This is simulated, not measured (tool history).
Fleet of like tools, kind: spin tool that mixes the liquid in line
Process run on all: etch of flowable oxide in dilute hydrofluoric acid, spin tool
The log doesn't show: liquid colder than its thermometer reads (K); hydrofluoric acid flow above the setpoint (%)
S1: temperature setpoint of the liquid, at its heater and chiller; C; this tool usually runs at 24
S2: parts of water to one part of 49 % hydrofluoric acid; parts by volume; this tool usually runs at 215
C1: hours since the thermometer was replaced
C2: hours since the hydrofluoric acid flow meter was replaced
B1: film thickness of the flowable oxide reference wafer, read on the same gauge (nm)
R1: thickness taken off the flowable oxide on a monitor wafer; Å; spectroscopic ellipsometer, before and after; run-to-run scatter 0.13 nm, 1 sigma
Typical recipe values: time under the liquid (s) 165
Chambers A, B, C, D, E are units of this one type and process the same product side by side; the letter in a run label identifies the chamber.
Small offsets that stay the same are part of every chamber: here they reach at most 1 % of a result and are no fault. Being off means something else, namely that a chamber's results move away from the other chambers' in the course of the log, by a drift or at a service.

run 1A hour=3.5 | S1=24 S2=215 time_under_the_liquid_(s)=165 | C1=419 C2=1255.1 | B1=50.035 | R1=302.05
run 2C hour=6.5 | S1=24 S2=215 time_under_the_liquid_(s)=165 | C1=139.3 C2=310.9 | B1=50.025 | R1=301.04
run 3D hour=9.8 | S1=24 S2=215 time_under_the_liquid_(s)=165 | C1=54.2 C2=1058 | B1=49.991 | R1=301.8
run 4B hour=14.1 | S1=24 S2=215 time_under_the_liquid_(s)=165 | C1=1060.7 C2=387 | B1=50.015 | R1=298.99
run 5E hour=19.1 | S1=24 S2=215 time_under_the_liquid_(s)=165 | C1=1312.5 C2=477.6 | B1=49.97 | R1=299.92
run 6A hour=22 | S1=24 S2=215 time_under_the_liquid_(s)=165 | C1=437.5 C2=1273.6 | B1=50.001 | R1=299.81
run 7B hour=26.6 | S1=24 S2=215 time_under_the_liquid_(s)=165 | C1=1073.2 C2=399.5 | B1=49.989 | R1=296.46
run 8C hour=31.1 | S1=28.5 S2=155 time_under_the_liquid_(s)=165 | C1=163.9 C2=335.5 | B1=49.983 | R1=528.08
run 9D hour=36.6 | S1=28.5 S2=155 time_under_the_liquid_(s)=165 | C1=81 C2=1084.8 | B1=50.033 | R1=525.82
run 10E hour=40.2 | S1=28.5 S2=155 time_under_the_liquid_(s)=165 | C1=1333.6 C2=498.7 | B1=49.99 | R1=529.5
run 11C hour=45.2 | S1=28.5 S2=155 time_under_the_liquid_(s)=165 | C1=178 C2=349.6 | B1=49.96 | R1=527.08
run 12E hour=48.6 | S1=28.5 S2=155 time_under_the_liquid_(s)=165 | C1=1342 C2=507.1 | B1=50.06 | R1=527.68
run 13D hour=53.5 | S1=24 S2=215 time_under_the_liquid_(s)=165 | C1=97.9 C2=1101.7 | B1=49.987 | R1=300.23
run 14A hour=56.7 | S1=19.5 S2=215 time_under_the_liquid_(s)=235 | C1=472.2 C2=1308.3 | B1=50.008 | R1=360.67
-- hour=59.7 chamber E: hydrofluoric acid flow meter replaced
run 15B hour=61.5 | S1=19.5 S2=215 time_under_the_liquid_(s)=235 | C1=1108.1 C2=434.4 | B1=50.034 | R1=360.68
run 16B hour=65.2 | S1=19.5 S2=215 time_under_the_liquid_(s)=235 | C1=1111.8 C2=438.1 | B1=49.964 | R1=363.46
run 17A hour=70.5 | S1=19.5 S2=215 time_under_the_liquid_(s)=235 | C1=486 C2=1322.1 | B1=50.03 | R1=356.56
run 18D hour=74.5 | S1=19.5 S2=215 time_under_the_liquid_(s)=235 | C1=118.9 C2=1122.7 | B1=50.007 | R1=359.98
run 19E hour=77.4 | S1=24 S2=215 time_under_the_liquid_(s)=165 | C1=1370.8 C2=17.8 | B1=49.997 | R1=299.71
run 20C hour=82.8 | S1=24 S2=215 time_under_the_liquid_(s)=165 | C1=215.6 C2=387.2 | B1=49.997 | R1=300.11
run 21C hour=86.4 | S1=24 S2=215 time_under_the_liquid_(s)=165 | C1=219.2 C2=390.8 | B1=49.978 | R1=303.08
run 22E hour=90.1 | S1=24 S2=215 time_under_the_liquid_(s)=165 | C1=1383.5 C2=30.5 | B1=50.018 | R1=300.61
run 23B hour=95.2 | S1=24 S2=215 time_under_the_liquid_(s)=165 | C1=1141.8 C2=468.1 | B1=49.97 | R1=297.91
run 24A hour=98 | S1=24 S2=215 time_under_the_liquid_(s)=165 | C1=513.5 C2=1349.6 | B1=50.006 | R1=292.65
run 25D hour=102.8 | S1=28 S2=215 time_under_the_liquid_(s)=205 | C1=147.2 C2=1151 | B1=50.026 | R1=431.52
run 26E hour=107.2 | S1=28 S2=215 time_under_the_liquid_(s)=205 | C1=1400.6 C2=47.6 | B1=49.977 | R1=429.37
run 27A hour=112.7 | S1=28 S2=215 time_under_the_liquid_(s)=205 | C1=528.2 C2=1364.3 | B1=50.027 | R1=416.22
run 28B hour=116.2 | S1=28 S2=215 time_under_the_liquid_(s)=205 | C1=1162.8 C2=489.1 | B1=50.038 | R1=427.55
run 29D hour=119.3 | S1=28 S2=215 time_under_the_liquid_(s)=205 | C1=163.7 C2=1167.5 | B1=50.02 | R1=432.02
run 30C hour=122.5 | S1=22 S2=215 time_under_the_liquid_(s)=165 | C1=255.3 C2=426.9 | B1=49.981 | R1=280.91
run 31C hour=125 | S1=22 S2=215 time_under_the_liquid_(s)=165 | C1=257.8 C2=429.4 | B1=50.004 | R1=280.81
run 32B hour=129.5 | S1=22 S2=215 time_under_the_liquid_(s)=165 | C1=1176.1 C2=502.4 | B1=49.995 | R1=276.23
run 33A hour=134.6 | S1=22 S2=215 time_under_the_liquid_(s)=165 | C1=550.1 C2=1386.2 | B1=50.04 | R1=268.21
run 34D hour=137 | S1=22 S2=215 time_under_the_liquid_(s)=165 | C1=181.4 C2=1185.2 | B1=50.023 | R1=278.81
run 35E hour=141.2 | S1=24 S2=215 time_under_the_liquid_(s)=165 | C1=1434.6 C2=81.6 | B1=50.011 | R1=299.26
run 36E hour=146 | S1=24 S2=215 time_under_the_liquid_(s)=165 | C1=1439.4 C2=86.4 | B1=49.947 | R1=299.38
run 37D hour=149.3 | S1=24 S2=215 time_under_the_liquid_(s)=165 | C1=193.7 C2=1197.5 | B1=50.036 | R1=300.56
run 38A hour=154.4 | S1=24 S2=215 time_under_the_liquid_(s)=165 | C1=569.9 C2=1406 | B1=50.056 | R1=286.12
run 39C hour=159.8 | S1=24 S2=215 time_under_the_liquid_(s)=165 | C1=292.6 C2=464.2 | B1=49.981 | R1=303.33
run 40B hour=162.8 | S1=24 S2=215 time_under_the_liquid_(s)=165 | C1=1209.4 C2=535.7 | B1=50.044 | R1=297.42
run 41B hour=167 | S1=24 S2=215 time_under_the_liquid_(s)=165 | C1=1213.6 C2=539.9 | B1=50.002 | R1=298.57
run 42D hour=169.8 | S1=24 S2=215 time_under_the_liquid_(s)=165 | C1=214.2 C2=1218 | B1=50.014 | R1=297.64
run 43A hour=172.6 | S1=24 S2=215 time_under_the_liquid_(s)=165 | C1=588.1 C2=1424.2 | B1=49.964 | R1=284.16

Does one chamber stand apart from the rest, does the shared gauge drift, or is all well apart from small per-chamber offsets? Give the chamber and the most likely cause, where there is one.

One chamber, A, drifts off from the rest bit by bit.
Likeliest cause: liquid colder than its thermometer reads (K) = 1.47.
Not necessarily distinguishable in this log from: hydrofluoric acid flow below the setpoint (%).

Which of the 4 candidates below, each the usual settings with something changed and its results left as question marks, puts chamber A back in line with what the other chambers give on the usual settings?
To be in line, a result may differ from the other chambers' mean on the usual settings by at most: R1 4.4 Å
run 44A-1 hour=176.5 | S1=24 S2=210 time_under_the_liquid_(s)=165 | R1=?
run 44A-2 hour=176.5 | S1=24 S2=210 time_under_the_liquid_(s)=170 | R1=?
run 44A-3 hour=176.5 | S1=24 S2=220 time_under_the_liquid_(s)=160 | R1=?
run 44A-4 hour=176.5 | S1=24 S2=220 time_under_the_liquid_(s)=165 | R1=?

Other chambers, usual settings, mean: R1 300.07 Å
run=44A-1 R1=292.98
run=44A-2 R1=301.86
run=44A-3 R1=268.22
run=44A-4 R1=276.6
44A-2 is the one that brings the chamber's results back in line with the other chambers.
